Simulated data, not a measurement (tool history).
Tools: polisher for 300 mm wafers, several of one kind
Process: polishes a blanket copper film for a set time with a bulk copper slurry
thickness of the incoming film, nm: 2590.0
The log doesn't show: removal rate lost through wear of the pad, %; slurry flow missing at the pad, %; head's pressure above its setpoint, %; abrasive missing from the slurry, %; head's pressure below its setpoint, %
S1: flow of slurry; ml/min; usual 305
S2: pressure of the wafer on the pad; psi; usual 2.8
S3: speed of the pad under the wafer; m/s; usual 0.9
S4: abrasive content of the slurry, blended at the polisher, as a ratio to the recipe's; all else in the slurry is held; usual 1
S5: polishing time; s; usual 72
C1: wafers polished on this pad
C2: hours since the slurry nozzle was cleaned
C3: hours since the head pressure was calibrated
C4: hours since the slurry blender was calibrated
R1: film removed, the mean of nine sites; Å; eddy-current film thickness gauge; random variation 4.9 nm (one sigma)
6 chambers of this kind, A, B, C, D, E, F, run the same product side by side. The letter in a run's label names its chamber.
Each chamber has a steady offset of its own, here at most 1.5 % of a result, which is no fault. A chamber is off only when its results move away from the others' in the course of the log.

-- hour=0.2 chamber F: worn pad replaced by a new one
run 1A hour=3.9 | S1=305 S2=2.8 S3=0.9 S4=1 S5=72 | C1=64 C2=207.7 C3=732.1 C4=88.8 | R1=5936.8
run 2F hour=12.2 | S1=305 S2=2.8 S3=0.9 S4=1 S5=72 | C1=110 C2=258.5 C3=311.8 C4=63.2 | R1=5831.4
-- hour=14.3 chamber B: slurry nozzle cleaned
run 3B hour=18.0 | S1=305 S2=2.8 S3=0.9 S4=1 S5=72 | C1=415 C2=3.8 C3=441.1 C4=58.8 | R1=5945.2
-- hour=24.7 chamber D: worn pad replaced by a new one
run 4D hour=26.9 | S1=305 S2=2.8 S3=0.9 S4=1 S5=72 | C1=20 C2=394.9 C3=69.2 C4=177.8 | R1=5980.5
-- hour=30.2 chamber E: worn pad replaced by a new one
run 5E hour=31.7 | S1=305 S2=2.8 S3=0.9 S4=1 S5=72 | C1=13 C2=349.1 C3=401.8 C4=70.0 | R1=5941.2
-- hour=32.0 chamber F: slurry nozzle cleaned
-- hour=32.2 chamber C: slurry blender recalibrated
run 6C hour=35.8 | S1=305 S2=2.8 S3=0.9 S4=1 S5=72 | C1=505 C2=132.4 C3=890.8 C4=3.7 | R1=5820.5
-- hour=40.0 chamber D: slurry nozzle cleaned
run 7F hour=44.2 | S1=305 S2=2.8 S3=0.9 S4=1 S5=72 | C1=404 C2=12.2 C3=343.8 C4=95.2 | R1=5905.5
-- hour=48.1 chamber B: worn pad replaced by a new one
-- hour=48.1 chamber C: head pressure recalibrated
run 8E hour=52.3 | S1=305 S2=2.8 S3=0.9 S4=1 S5=72 | C1=203 C2=369.7 C3=422.4 C4=90.6 | R1=5809.5
-- hour=53.2 chamber C: worn pad replaced by a new one
run 9B hour=59.8 | S1=305 S2=2.8 S3=0.9 S4=1 S5=72 | C1=108 C2=45.6 C3=482.9 C4=100.6 | R1=5820.8
run 10C hour=66.9 | S1=305 S2=2.8 S3=0.9 S4=1 S5=72 | C1=126 C2=163.5 C3=18.9 C4=34.8 | R1=6032.3
run 11D hour=75.7 | S1=305 S2=2.8 S3=0.9 S4=1 S5=72 | C1=469 C2=35.8 C3=118.0 C4=226.6 | R1=5914.9
-- hour=82.0 chamber E: slurry blender recalibrated
run 12A hour=83.2 | S1=305 S2=2.8 S3=0.9 S4=1 S5=72 | C1=793 C2=287.0 C3=811.4 C4=168.1 | R1=5919.0
run 13E hour=89.3 | S1=305 S2=2.8 S3=0.9 S4=1 S5=72 | C1=543 C2=406.7 C3=459.4 C4=7.3 | R1=5918.5
run 14C hour=97.2 | S1=305 S2=2.8 S3=0.9 S4=1 S5=72 | C1=405 C2=193.8 C3=49.2 C4=65.1 | R1=5937.1
-- hour=101.9 chamber A: head pressure recalibrated
run 15F hour=102.2 | S1=305 S2=2.8 S3=0.9 S4=1 S5=72 | C1=937 C2=70.2 C3=401.8 C4=153.2 | R1=5741.9
run 16D hour=108.7 | S1=305 S2=2.8 S3=0.9 S4=1 S5=72 | C1=772 C2=68.8 C3=151.0 C4=259.6 | R1=5876.4
run 17A hour=113.3 | S1=305 S2=2.8 S3=0.9 S4=1 S5=72 | C1=1070 C2=317.1 C3=11.5 C4=198.2 | R1=5900.5
-- hour=118.9 chamber B: worn pad replaced by a new one
-- hour=119.7 chamber D: worn pad replaced by a new one
-- hour=120.0 chamber F: worn pad replaced by a new one
run 18B hour=122.0 | S1=305 S2=2.8 S3=0.9 S4=1 S5=72 | C1=29 C2=107.8 C3=545.1 C4=162.8 | R1=5891.3
-- hour=127.7 chamber C: worn pad replaced by a new one
run 19F hour=128.7 | S1=305 S2=2.8 S3=0.9 S4=1 S5=72 | C1=80 C2=96.7 C3=428.3 C4=179.7 | R1=5873.8
-- hour=129.0 chamber F: head pressure recalibrated
-- hour=131.9 chamber C: slurry blender recalibrated
run 20E hour=133.3 | S1=305 S2=2.8 S3=0.9 S4=1 S5=72 | C1=947 C2=450.7 C3=503.4 C4=51.3 | R1=5933.5
-- hour=136.3 chamber E: worn pad replaced by a new one
run 21C hour=140.3 | S1=305 S2=2.0 S3=1.0 S4=1 S5=72 | C1=116 C2=236.9 C3=92.3 C4=8.4 | R1=4720.6
run 22D hour=144.6 | S1=305 S2=2.0 S3=1.0 S4=1 S5=72 | C1=229 C2=104.7 C3=186.9 C4=295.5 | R1=4619.0
-- hour=146.1 chamber A: worn pad replaced by a new one
run 23B hour=149.4 | S1=305 S2=2.0 S3=1.0 S4=1 S5=72 | C1=281 C2=135.2 C3=572.5 C4=190.2 | R1=4676.2
run 24A hour=156.4 | S1=305 S2=2.0 S3=1.0 S4=1 S5=72 | C1=95 C2=360.2 C3=54.6 C4=241.3 | R1=4740.1
run 25E hour=164.4 | S1=305 S2=2.0 S3=1.0 S4=1 S5=72 | C1=258 C2=481.8 C3=534.5 C4=82.4 | R1=4681.2
-- hour=169.8 chamber B: head pressure recalibrated
run 26F hour=172.7 | S1=305 S2=2.0 S3=1.0 S4=1 S5=72 | C1=484 C2=140.7 C3=43.8 C4=223.7 | R1=4645.4
run 27B hour=179.2 | S1=245 S2=2.8 S3=0.9 S4=1 S5=93 | C1=555 C2=165.0 C3=9.5 C4=220.0 | R1=7481.4
run 28A hour=186.8 | S1=245 S2=2.8 S3=0.9 S4=1 S5=93 | C1=374 C2=390.6 C3=85.0 C4=271.7 | R1=7512.5
-- hour=188.8 chamber E: slurry nozzle cleaned
run 29C hour=192.7 | S1=245 S2=2.8 S3=0.9 S4=1 S5=93 | C1=597 C2=289.3 C3=144.7 C4=60.8 | R1=7522.4
-- hour=199.7 chamber C: worn pad replaced by a new one
-- hour=199.9 chamber B: worn pad replaced by a new one
run 30D hour=201.1 | S1=245 S2=2.8 S3=0.9 S4=1 S5=93 | C1=748 C2=161.2 C3=243.4 C4=352.0 | R1=7278.6
run 31C hour=209.3 | S1=245 S2=2.8 S3=0.9 S4=1 S5=93 | C1=89 C2=305.9 C3=161.3 C4=77.4 | R1=7468.4
run 32F hour=214.6 | S1=245 S2=2.8 S3=0.9 S4=1 S5=93 | C1=870 C2=182.6 C3=85.7 C4=265.6 | R1=7461.9
run 33A hour=219.6 | S1=305 S2=2.8 S3=0.9 S4=1 S5=72 | C1=676 C2=423.4 C3=117.8 C4=304.5 | R1=5952.2
-- hour=220.2 chamber E: slurry blender recalibrated
-- hour=221.0 chamber D: worn pad replaced by a new one
-- hour=222.7 chamber F: worn pad replaced by a new one
run 34D hour=225.4 | S1=305 S2=2.8 S3=0.9 S4=1 S5=72 | C1=41 C2=185.5 C3=267.7 C4=376.3 | R1=5634.7
run 35B hour=231.9 | S1=305 S2=2.8 S3=0.9 S4=1 S5=72 | C1=294 C2=217.7 C3=62.2 C4=272.7 | R1=5817.1
-- hour=236.0 chamber D: head pressure recalibrated
run 36E hour=237.6 | S1=305 S2=2.8 S3=0.9 S4=1 S5=72 | C1=931 C2=48.9 C3=607.7 C4=17.5 | R1=5888.8
run 37F hour=245.7 | S1=305 S2=2.8 S3=0.9 S4=1 S5=72 | C1=212 C2=213.7 C3=116.8 C4=296.7 | R1=5863.6
-- hour=247.2 chamber B: slurry blender recalibrated
-- hour=248.6 chamber E: worn pad replaced by a new one
-- hour=249.0 chamber E: head pressure recalibrated
run 38E hour=252.2 | S1=305 S2=2.8 S3=0.9 S4=1 S5=72 | C1=33 C2=63.5 C3=3.2 C4=32.1 | R1=5920.1
run 39B hour=257.3 | S1=305 S2=2.8 S3=0.9 S4=1 S5=72 | C1=528 C2=243.1 C3=87.6 C4=10.2 | R1=5906.1
run 40A hour=263.6 | S1=305 S2=2.8 S3=0.9 S4=1 S5=72 | C1=1080 C2=467.4 C3=161.8 C4=348.5 | R1=5884.2
run 41D hour=271.0 | S1=305 S2=2.8 S3=0.9 S4=1 S5=72 | C1=460 C2=231.1 C3=35.0 C4=421.9 | R1=5538.3

What goes on in this fleet: one chamber off, a drifting gauge, or nothing beyond the chambers' own small offsets? Name the chamber and the cause, if any.

Chamber D drifts away from the others.
Cause: abrasive missing from the slurry, % = 28.9.
The log may not tell that from: slurry flow missing at the pad, %.

Here are 4 candidates for chamber D's next run, each the usual settings with a change, their results left as question marks. Which one brings its results back in line with what the others give on the usual settings?
In line means no further than this from the other chambers' mean on the usual settings: R1 170.0 Å
run 42D-1 hour=277.5 | S1=305 S2=2.7 S3=0.90 S4=1 S5=70 | R1=?
run 42D-2 hour=277.5 | S1=305 S2=2.9 S3=0.94 S4=1 S5=72 | R1=?
run 42D-3 hour=277.5 | S1=305 S2=2.8 S3=0.90 S4=1 S5=73 | R1=?
run 42D-4 hour=277.5 | S1=305 S2=2.8 S3=0.90 S4=1 S5=71 | R1=?

The other chambers' mean on the usual settings: R1 5906.2 Å
run=42D-1 R1=5145.2
run=42D-2 R1=5936.5
run=42D-3 R1=5563.8
run=42D-4 R1=5411.3
42D-2 brings the chamber back in line.

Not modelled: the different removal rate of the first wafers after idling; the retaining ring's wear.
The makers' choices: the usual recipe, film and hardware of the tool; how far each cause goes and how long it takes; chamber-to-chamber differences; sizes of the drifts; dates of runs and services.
